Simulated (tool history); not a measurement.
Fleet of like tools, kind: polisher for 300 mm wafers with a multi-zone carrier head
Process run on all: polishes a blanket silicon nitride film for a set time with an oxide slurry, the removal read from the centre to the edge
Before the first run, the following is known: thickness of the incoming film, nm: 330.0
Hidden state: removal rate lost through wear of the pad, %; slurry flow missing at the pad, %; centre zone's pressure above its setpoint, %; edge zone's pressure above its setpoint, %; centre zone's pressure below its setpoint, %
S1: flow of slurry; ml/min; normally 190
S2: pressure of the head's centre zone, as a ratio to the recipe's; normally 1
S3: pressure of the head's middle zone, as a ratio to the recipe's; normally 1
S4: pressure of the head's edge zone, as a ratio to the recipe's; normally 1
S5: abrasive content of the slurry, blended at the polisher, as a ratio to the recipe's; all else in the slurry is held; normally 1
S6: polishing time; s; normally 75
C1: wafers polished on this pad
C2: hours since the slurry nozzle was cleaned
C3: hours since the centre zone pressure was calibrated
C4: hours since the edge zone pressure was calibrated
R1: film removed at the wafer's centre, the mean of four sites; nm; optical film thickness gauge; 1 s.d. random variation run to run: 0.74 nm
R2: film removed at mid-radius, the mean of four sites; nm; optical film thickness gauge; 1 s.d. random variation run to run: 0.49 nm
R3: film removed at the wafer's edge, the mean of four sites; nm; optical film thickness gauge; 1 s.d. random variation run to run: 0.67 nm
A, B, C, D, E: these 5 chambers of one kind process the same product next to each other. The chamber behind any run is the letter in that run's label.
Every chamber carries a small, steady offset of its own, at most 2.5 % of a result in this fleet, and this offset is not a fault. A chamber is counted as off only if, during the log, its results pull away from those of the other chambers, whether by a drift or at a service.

run 1B hour=4.4 | S1=190 S2=1 S3=1 S4=1 S5=1 S6=75 | C1=540 C2=204.8 C3=41.7 C4=244.5 | R1=51.168 R2=52.019 R3=51.219
run 2C hour=8.8 | S1=190 S2=1 S3=1 S4=1 S5=1 S6=75 | C1=574 C2=464.7 C3=187.5 C4=1041.5 | R1=52.541 R2=50.63 R3=50.727
run 3D hour=12.9 | S1=190 S2=1 S3=1 S4=1 S5=1 S6=75 | C1=633 C2=633.8 C3=81.3 C4=174.7 | R1=51.336 R2=52.046 R3=51.813
-- hour=15.1 chamber E: worn pad replaced by a new one
run 4A hour=15.6 | S1=190 S2=1 S3=1 S4=1 S5=1 S6=75 | C1=590 C2=381.7 C3=502.4 C4=190.1 | R1=52.017 R2=51.623 R3=51.508
run 5E hour=20.1 | S1=190 S2=1 S3=1 S4=1 S5=1 S6=75 | C1=62 C2=322 C3=731.2 C4=32.3 | R1=51.161 R2=50.794 R3=52.079
run 6D hour=24.6 | S1=190 S2=1 S3=1 S4=1 S5=1 S6=75 | C1=778 C2=645.5 C3=93 C4=186.4 | R1=51.88 R2=51.582 R3=50.998
run 7B hour=28.6 | S1=190 S2=1 S3=1 S4=1 S5=1 S6=75 | C1=841 C2=229 C3=65.9 C4=268.7 | R1=51.644 R2=51.667 R3=51.923
run 8E hour=32.8 | S1=190 S2=1 S3=1 S4=1 S5=0.9 S6=75 | C1=220 C2=334.7 C3=743.9 C4=45 | R1=49.752 R2=49.155 R3=48.547
-- hour=34.4 chamber A: worn pad replaced by a new one
run 9C hour=37 | S1=190 S2=1 S3=1 S4=1 S5=0.9 S6=75 | C1=925 C2=492.9 C3=215.7 C4=1069.7 | R1=50.08 R2=49.97 R3=48.504
run 10A hour=40.3 | S1=190 S2=1 S3=1 S4=1 S5=0.9 S6=75 | C1=73 C2=406.4 C3=527.1 C4=214.8 | R1=48.255 R2=49.704 R3=49.111
run 11D hour=44.1 | S1=190 S2=1 S3=1 S4=1 S5=0.9 S6=75 | C1=1021 C2=665 C3=112.5 C4=205.9 | R1=47.985 R2=49.03 R3=49.064
run 12A hour=48.6 | S1=190 S2=1 S3=1 S4=1 S5=0.9 S6=75 | C1=176 C2=414.7 C3=535.4 C4=223.1 | R1=48.584 R2=48.872 R3=48.882
-- hour=51.8 chamber C: worn pad replaced by a new one
run 13C hour=51.9 | S1=190 S2=1 S3=1 S4=1 S5=1 S6=75 | C1=2 C2=507.8 C3=230.6 C4=1084.6 | R1=52.109 R2=51.721 R3=52.566
-- hour=52 chamber A: slurry nozzle cleaned
run 14B hour=54.4 | S1=190 S2=1 S3=1 S4=1 S5=1 S6=75 | C1=1162 C2=254.8 C3=91.7 C4=294.5 | R1=53.449 R2=51.808 R3=50.382
run 15E hour=57.7 | S1=235 S2=1 S3=1 S4=1 S5=1.1 S6=75 | C1=530 C2=359.6 C3=768.8 C4=69.9 | R1=55.89 R2=55.532 R3=54.017
run 16D hour=60.6 | S1=235 S2=1 S3=1 S4=1 S5=1.1 S6=75 | C1=1226 C2=681.5 C3=129 C4=222.4 | R1=56.836 R2=55.375 R3=55.365
-- hour=61.3 chamber E: worn pad replaced by a new one
run 17A hour=64.1 | S1=235 S2=1 S3=1 S4=1 S5=1.1 S6=75 | C1=369 C2=12.2 C3=550.9 C4=238.6 | R1=54.552 R2=55.093 R3=55.466
run 18B hour=66.9 | S1=235 S2=1 S3=1 S4=1 S5=1.1 S6=75 | C1=1318 C2=267.3 C3=104.2 C4=307 | R1=57.141 R2=54.508 R3=54.348
-- hour=68.6 chamber D: worn pad replaced by a new one
run 19E hour=70.5 | S1=235 S2=1 S3=1 S4=1 S5=1.1 S6=75 | C1=115 C2=372.4 C3=781.6 C4=82.7 | R1=56.669 R2=55.448 R3=55.193
-- hour=70.8 chamber B: worn pad replaced by a new one
run 20C hour=74.5 | S1=190 S2=1 S3=0.89 S4=1.06 S5=1 S6=75 | C1=283 C2=530.4 C3=253.2 C4=1107.2 | R1=50.912 R2=45.892 R3=54.223
run 21A hour=77 | S1=190 S2=1 S3=0.89 S4=1.06 S5=1 S6=75 | C1=530 C2=25.1 C3=563.8 C4=251.5 | R1=51.284 R2=45.603 R3=52.51
run 22C hour=80.8 | S1=190 S2=1 S3=0.89 S4=1.06 S5=1 S6=75 | C1=361 C2=536.7 C3=259.5 C4=1113.5 | R1=51.992 R2=46.481 R3=53.031
run 23B hour=84.5 | S1=190 S2=1 S3=0.89 S4=1.06 S5=1 S6=75 | C1=171 C2=284.9 C3=121.8 C4=324.6 | R1=52.407 R2=46.353 R3=52.426
run 24D hour=89.2 | S1=190 S2=1 S3=0.89 S4=1.06 S5=1 S6=75 | C1=257 C2=710.1 C3=157.6 C4=251 | R1=50.964 R2=46.113 R3=53.509
run 25E hour=93.4 | S1=165 S2=1 S3=1 S4=1 S5=1 S6=75 | C1=400 C2=395.3 C3=804.5 C4=105.6 | R1=50.359 R2=49.866 R3=51.207
run 26E hour=96.2 | S1=165 S2=1 S3=1 S4=1 S5=1 S6=75 | C1=435 C2=398.1 C3=807.3 C4=108.4 | R1=50.388 R2=50.513 R3=51.292
-- hour=100.4 chamber B: slurry nozzle cleaned
run 27A hour=100.9 | S1=165 S2=1 S3=1 S4=1 S5=1 S6=75 | C1=827 C2=49 C3=587.7 C4=275.4 | R1=50.596 R2=50.237 R3=49.984
run 28C hour=106.2 | S1=165 S2=1 S3=1 S4=1 S5=1 S6=75 | C1=677 C2=562.1 C3=284.9 C4=1138.9 | R1=50.152 R2=50.099 R3=50.59
-- hour=108.1 chamber E: worn pad replaced by a new one
run 29D hour=110.2 | S1=165 S2=1 S3=1 S4=1 S5=1 S6=75 | C1=518 C2=731.1 C3=178.6 C4=272 | R1=49.764 R2=51.011 R3=50.363
-- hour=112.5 chamber A: worn pad replaced by a new one
run 30B hour=114.8 | S1=190 S2=0.95 S3=1 S4=1 S5=1 S6=75 | C1=548 C2=14.4 C3=152.1 C4=354.9 | R1=50.449 R2=51.673 R3=51.816
run 31A hour=117.9 | S1=190 S2=0.95 S3=1 S4=1 S5=1 S6=75 | C1=68 C2=66 C3=604.7 C4=292.4 | R1=49.785 R2=51.545 R3=52.44
-- hour=120.6 chamber C: centre zone pressure recalibrated
run 32C hour=121.5 | S1=190 S2=0.95 S3=1 S4=1 S5=1 S6=75 | C1=868 C2=577.4 C3=0.9 C4=1154.2 | R1=48.729 R2=51.79 R3=51.583
run 33D hour=125.2 | S1=190 S2=0.95 S3=1 S4=1 S5=1 S6=75 | C1=705 C2=746.1 C3=193.6 C4=287 | R1=49.725 R2=51.781 R3=52.04
run 34E hour=129.3 | S1=190 S2=0.95 S3=1 S4=1 S5=1 S6=75 | C1=265 C2=431.2 C3=840.4 C4=141.5 | R1=48.874 R2=50.656 R3=51.537
run 35B hour=133.2 | S1=190 S2=1 S3=1 S4=1 S5=1 S6=75 | C1=777 C2=32.8 C3=170.5 C4=373.3 | R1=52.184 R2=50.422 R3=51.058
run 36E hour=137.4 | S1=190 S2=1 S3=1 S4=1 S5=1 S6=75 | C1=365 C2=439.3 C3=848.5 C4=149.6 | R1=52.644 R2=50.448 R3=51.335
run 37B hour=139.8 | S1=190 S2=1 S3=1 S4=1 S5=1 S6=75 | C1=859 C2=39.4 C3=177.1 C4=379.9 | R1=52.415 R2=51.698 R3=51.699
-- hour=143.1 chamber C: worn pad replaced by a new one
run 38A hour=143.2 | S1=190 S2=1 S3=1 S4=1 S5=1 S6=75 | C1=383 C2=91.3 C3=630 C4=317.7 | R1=52.382 R2=51.583 R3=52.475
run 39C hour=146.6 | S1=190 S2=1 S3=1 S4=1 S5=1 S6=75 | C1=44 C2=602.5 C3=26 C4=1179.3 | R1=52.034 R2=51.428 R3=52.475
run 40D hour=151.3 | S1=145 S2=1 S3=1 S4=1 S5=1 S6=75 | C1=1029 C2=772.2 C3=219.7 C4=313.1 | R1=48.691 R2=49.428 R3=50.257
run 41A hour=155 | S1=145 S2=1 S3=1 S4=1 S5=1 S6=75 | C1=530 C2=103.1 C3=641.8 C4=329.5 | R1=47.339 R2=49.462 R3=48.589

Which is it: a chamber that has drifted or been left off by a service, a gauge drift common to all chambers, or only each chamber's usual small offset? If a chamber is off, name it and its likeliest cause.

Nothing is wrong: each chamber keeps only its own small, steady offset and the gauge holds still.

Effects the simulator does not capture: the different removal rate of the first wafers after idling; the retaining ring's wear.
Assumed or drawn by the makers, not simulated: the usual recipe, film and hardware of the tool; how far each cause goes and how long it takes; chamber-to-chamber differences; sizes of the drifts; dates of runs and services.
